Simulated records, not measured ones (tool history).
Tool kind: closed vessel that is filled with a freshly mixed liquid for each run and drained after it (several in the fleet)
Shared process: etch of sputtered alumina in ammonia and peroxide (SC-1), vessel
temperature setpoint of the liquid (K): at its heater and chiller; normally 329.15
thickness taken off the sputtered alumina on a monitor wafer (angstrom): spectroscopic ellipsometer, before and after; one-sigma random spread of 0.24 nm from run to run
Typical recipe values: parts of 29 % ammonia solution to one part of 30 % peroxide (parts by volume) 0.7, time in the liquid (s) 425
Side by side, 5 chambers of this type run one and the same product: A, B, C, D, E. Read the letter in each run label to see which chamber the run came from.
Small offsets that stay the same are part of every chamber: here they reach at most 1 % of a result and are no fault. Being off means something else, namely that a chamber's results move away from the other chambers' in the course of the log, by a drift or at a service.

run   hour  temperature setpoint of the liquid (K)  parts of 29 % ammonia solution to one part of 30 % peroxide (parts by volume)  time in the liquid (s)  read-back film thickness of the sputtered alumina reference wafer, read on the same gauge (nm)  thickness taken off the sputtered alumina on a monitor wafer (angstrom)
 1C    9.8                                  329.15                                                                            0.7                     425                                                                                          60.006                                                                   243.04
 2E   16.6                                  329.15                                                                            0.7                     425                                                                                          59.998                                                                   243.48
 3A   22.2                                  329.15                                                                            0.7                     425                                                                                          59.991                                                                   246.31
 4D   28.7                                  329.15                                                                            0.7                     425                                                                                          59.998                                                                   241.38
      32.9  -- chamber A: thermometer replaced
 5B   34.2                                  329.15                                                                            0.7                     425                                                                                          59.980                                                                   244.80
 6D   40.4                                  329.15                                                                            0.7                     425                                                                                          60.001                                                                   243.83
 7E   47.3                                  329.15                                                                            0.7                     425                                                                                          60.001                                                                   244.80
 8B   53.4                                  333.15                                                                            0.7                     200                                                                                          60.016                                                                   141.93
 9C   61.8                                  333.15                                                                            0.7                     200                                                                                          60.026                                                                   143.98
10A   67.9                                  333.15                                                                            0.7                     200                                                                                          60.001                                                                   141.62
11D   77.0                                  333.15                                                                            0.7                     200                                                                                          59.983                                                                   143.75
12B   83.4                                  333.15                                                                            0.7                     200                                                                                          59.971                                                                   141.78
13E   89.3                                  329.15                                                                            0.7                     425                                                                                          59.980                                                                   245.59
14C   99.3                                  329.15                                                                            0.7                     425                                                                                          59.970                                                                   241.93
     103.1  -- chamber C: new drum of ammonia solution connected
     108.8  -- chamber B: new drum of ammonia solution connected
15A  109.3                                  329.15                                                                            0.7                     425                                                                                          60.039                                                                   243.76
16E  119.1                                  329.15                                                                            0.7                     425                                                                                          59.999                                                                   251.43
17C  125.2                                  329.15                                                                            0.7                     425                                                                                          60.010                                                                   245.27
18A  132.9                                  332.15                                                                            0.9                     425                                                                                          59.972                                                                   298.94
19D  141.9                                  332.15                                                                            0.9                     425                                                                                          60.021                                                                   304.28
20B  148.6                                  332.15                                                                            0.9                     425                                                                                          59.993                                                                   292.33
     155.1  -- chamber E: ammonia flow meter replaced
21B  156.9                                  332.15                                                                            0.9                     425                                                                                          60.009                                                                   289.65
22E  166.0                                  332.15                                                                            0.9                     425                                                                                          59.994                                                                   298.80
23A  173.0                                  329.15                                                                            0.7                     425                                                                                          60.022                                                                   248.07
24D  180.0                                  329.15                                                                            0.7                     425                                                                                          60.009                                                                   256.93
25C  185.7                                  329.15                                                                            0.7                     425                                                                                          60.022                                                                   245.84
     194.6  -- chamber C: ammonia flow meter replaced
26B  194.6                                  329.15                                                                            0.7                     425                                                                                          60.007                                                                   243.62
27D  200.4                                  329.15                                                                            0.7                     425                                                                                          59.986                                                                   257.52
28A  206.5                                  329.15                                                                            0.7                     425                                                                                          60.004                                                                   247.62
29E  216.0                                  329.15                                                                            0.7                     425                                                                                          60.013                                                                   248.04
30C  221.6                                  329.15                                                                            0.7                     425                                                                                          60.030                                                                   245.86
31B  229.5                                  329.15                                                                            0.7                     425                                                                                          60.010                                                                   243.10
32E  235.3                                  329.15                                                                            0.7                     425                                                                                          59.989                                                                   247.26
33A  243.8                                  329.15                                                                            0.7                     425                                                                                          60.002                                                                   246.95

All 5 chambers run these settings next. Forecast each chamber's results:
34A  251.7                                  329.15                                                                            0.7                     425                                                                                                                                                                        ?
34B  251.7                                  329.15                                                                            0.7                     425                                                                                                                                                                        ?
34C  251.7                                  329.15                                                                            0.7                     425                                                                                                                                                                        ?
34D  251.7                                  329.15                                                                            0.7                     425                                                                                                                                                                        ?
34E  251.7                                  329.15                                                                            0.7                     425                                                                                                                                                                        ?

run  thickness taken off the sputtered alumina on a monitor wafer (angstrom)
34A                                                                   244.76
34B                                                                   249.96
34C                                                                   242.10
34D                                                                   263.05
34E                                                                   244.89
